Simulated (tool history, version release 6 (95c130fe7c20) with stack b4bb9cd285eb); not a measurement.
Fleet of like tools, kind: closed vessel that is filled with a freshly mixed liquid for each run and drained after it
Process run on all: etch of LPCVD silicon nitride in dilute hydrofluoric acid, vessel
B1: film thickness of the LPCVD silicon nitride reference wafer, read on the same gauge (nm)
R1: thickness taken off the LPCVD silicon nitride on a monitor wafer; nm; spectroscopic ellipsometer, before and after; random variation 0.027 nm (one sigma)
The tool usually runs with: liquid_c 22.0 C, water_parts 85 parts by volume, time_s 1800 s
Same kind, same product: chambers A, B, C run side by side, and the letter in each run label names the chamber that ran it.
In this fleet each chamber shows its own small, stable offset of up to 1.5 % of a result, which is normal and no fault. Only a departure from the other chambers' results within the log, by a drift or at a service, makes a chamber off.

Run 1B, hour 11.4: usual settings; B1 30.007. Result: R1 7.8834 nm.
Run 2A, hour 20.9: usual settings; B1 30.010. Result: R1 7.8165 nm.
Run 3C, hour 30.7: usual settings; B1 30.000. Result: R1 7.8893 nm.
Run 4B, hour 42.0: usual settings; B1 30.043. Result: R1 7.8152 nm.
Run 5A, hour 52.2: usual settings; B1 30.016. Result: R1 7.8217 nm.
Run 6C, hour 61.1: usual settings; B1 29.985. Result: R1 7.9399 nm.
Run 7B, hour 73.9: usual settings but water_parts 120 parts by volume, time_s 835 s; B1 30.008. Result: R1 2.5812 nm.
Run 8A, hour 85.7: usual settings but water_parts 120 parts by volume, time_s 835 s; B1 29.978. Result: R1 2.6064 nm.
Run 9C, hour 91.5: usual settings but water_parts 120 parts by volume, time_s 835 s; B1 30.001. Result: R1 2.6402 nm.
Run 10B, hour 102.5: usual settings; B1 30.016. Result: R1 7.7869 nm.
Run 11C, hour 108.2: usual settings; B1 30.000. Result: R1 7.8758 nm.
Run 12A, hour 118.1: usual settings; B1 29.984. Result: R1 7.8249 nm.
Run 13C, hour 124.1: usual settings; B1 30.014. Result: R1 7.9005 nm.
Run 14B, hour 132.7: usual settings; B1 30.022. Result: R1 7.7375 nm.
Run 15A, hour 143.2: usual settings; B1 30.012. Result: R1 7.8656 nm.
Run 16C, hour 149.0: usual settings; B1 29.972. Result: R1 7.8831 nm.
Run 17A, hour 157.4: usual settings; B1 29.977. Result: R1 7.8190 nm.
Run 18B, hour 163.9: usual settings; B1 30.009. Result: R1 7.7647 nm.
Run 19A, hour 171.5: usual settings but liquid_c 18.5 C, time_s 2535 s; B1 29.985. Result: R1 8.7440 nm.
Run 20C, hour 179.6: usual settings but liquid_c 18.5 C, time_s 2535 s; B1 30.006. Result: R1 8.7670 nm.
Run 21B, hour 186.0: usual settings but liquid_c 18.5 C, time_s 2535 s; B1 30.004. Result: R1 8.5333 nm.
At hour 187.9: chamber A: hydrofluoric acid flow meter replaced.
Run 22B, hour 196.1: usual settings but liquid_c 25.5 C; B1 30.010. Result: R1 9.7662 nm.
Run 23A, hour 204.5: usual settings but liquid_c 25.5 C; B1 30.007. Result: R1 9.8380 nm.
Run 24C, hour 211.7: usual settings but liquid_c 25.5 C; B1 29.986. Result: R1 10.0200 nm.
Run 25A, hour 218.0: usual settings but water_parts 55 parts by volume, time_s 810 s; B1 29.990. Result: R1 5.3591 nm.
Run 26B, hour 225.6: usual settings but water_parts 55 parts by volume, time_s 810 s; B1 29.991. Result: R1 5.2987 nm.

Is one chamber off against the others, does the gauge drift, or is nothing wrong? If a chamber is off, say which, and what the likeliest cause is.

It is chamber B that slowly wanders off from its peers.
What lies behind it: hydrofluoric acid flow below the setpoint (%) = 2.45.
The log might look much the same if the cause were instead: liquid colder than its thermometer reads (K).

Chamber B could run next with any of the 4 candidate recipes listed below; each alters the usual settings, and their results appear as question marks. Which one brings its results back in line with what the other chambers deliver on the usual settings?
Counts as in line when no further than this from what the other chambers average on the usual settings: R1 0.0930 nm
Run 27B-1, hour 235.1: usual settings but time_s 1905 s. Result: R1 ?.
Run 27B-2, hour 235.1: usual settings but time_s 1755 s. Result: R1 ?.
Run 27B-3, hour 235.1: usual settings but water_parts 90 parts by volume. Result: R1 ?.
Run 27B-4, hour 235.1: usual settings but time_s 1845 s. Result: R1 ?.

The mean the other chambers reach with the usual settings: R1 7.8849 nm
  run      R1
27B-1  8.1136
27B-2  7.4747
27B-3  7.2456
27B-4  7.8580
With 27B-4, the chamber falls back in line with the rest.
